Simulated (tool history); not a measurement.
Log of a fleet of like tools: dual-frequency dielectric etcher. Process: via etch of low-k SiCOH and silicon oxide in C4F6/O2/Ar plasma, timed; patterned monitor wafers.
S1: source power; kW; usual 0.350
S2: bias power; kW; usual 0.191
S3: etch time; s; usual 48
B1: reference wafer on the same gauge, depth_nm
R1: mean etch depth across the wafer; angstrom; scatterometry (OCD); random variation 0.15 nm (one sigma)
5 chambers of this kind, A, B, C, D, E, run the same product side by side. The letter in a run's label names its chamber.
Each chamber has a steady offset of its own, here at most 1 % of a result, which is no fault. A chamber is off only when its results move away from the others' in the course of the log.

run   hour     S1     S2  S3      B1      R1
 1D    4.9  0.350  0.191  48  110.01  1094.7
       9.9  -- chamber C: wet clean of the chamber
 2C   11.4  0.350  0.191  48  110.03  1103.0
 3B   21.8  0.350  0.191  48  110.05  1104.8
 4A   31.3  0.350  0.191  48  110.05  1096.4
 5E   37.3  0.350  0.191  48  110.05  1104.0
 6C   44.8  0.350  0.191  48  110.10  1105.1
 7E   52.1  0.350  0.191  48  110.08  1106.7
 8A   60.5  0.350  0.191  48  110.15  1096.9
 9D   66.5  0.350  0.191  48  110.10  1100.2
10B   77.5  0.350  0.191  48  110.18  1105.3
11C   86.0  0.350  0.191  48  110.18  1102.1
      87.0  -- chamber D: wet clean of the chamber
12E   95.2  0.350  0.191  48  110.17  1105.2
13A  102.5  0.350  0.191  48  110.22  1096.8
14D  111.4  0.350  0.191  48  110.17  1097.9
15B  118.6  0.350  0.191  48  110.22  1106.0
16D  126.8  0.350  0.191  48  110.24  1097.5
17E  134.0  0.350  0.191  48  110.30  1109.0
18B  139.9  0.350  0.191  48  110.25  1106.1
19A  150.5  0.380  0.191  48  110.27  1132.0
20C  157.8  0.380  0.191  48  110.37  1141.1
21D  168.4  0.380  0.191  48  110.34  1135.7
22A  179.0  0.380  0.191  48  110.32  1132.6
23C  188.4  0.380  0.191  48  110.36  1145.4
24B  196.2  0.350  0.191  48  110.35  1110.1
25E  201.8  0.350  0.191  48  110.37  1110.2
26E  207.4  0.350  0.191  48  110.37  1112.3
27C  217.4  0.350  0.191  48  110.43  1108.1
28A  228.5  0.350  0.191  48  110.45  1101.0
29D  234.8  0.350  0.191  48  110.44  1104.7
30B  240.2  0.350  0.191  48  110.46  1108.9
     244.1  -- chamber A: bias power generator calibrated
31D  250.0  0.350  0.191  48  110.49  1105.6
32C  259.8  0.350  0.191  48  110.49  1112.3
33A  265.3  0.350  0.191  48  110.53  1098.1
34E  275.9  0.350  0.191  48  110.54  1108.7
35B  284.2  0.350  0.191  48  110.52  1110.0
36D  294.6  0.350  0.191  48  110.56  1103.7
     296.2  -- chamber A: wet clean of the chamber
37B  305.3  0.350  0.191  48  110.57  1107.8
38A  313.4  0.350  0.191  48  110.58  1100.9
39C  323.7  0.350  0.191  48  110.59  1108.5

Is one chamber off against the others, does the gauge drift, or is nothing wrong? If a chamber is off, say which, and what the likeliest cause is.

The gauge drifts, so all chambers seem to drift together. No chamber is off.
Cause: gauge reads high (%) = 0.575.

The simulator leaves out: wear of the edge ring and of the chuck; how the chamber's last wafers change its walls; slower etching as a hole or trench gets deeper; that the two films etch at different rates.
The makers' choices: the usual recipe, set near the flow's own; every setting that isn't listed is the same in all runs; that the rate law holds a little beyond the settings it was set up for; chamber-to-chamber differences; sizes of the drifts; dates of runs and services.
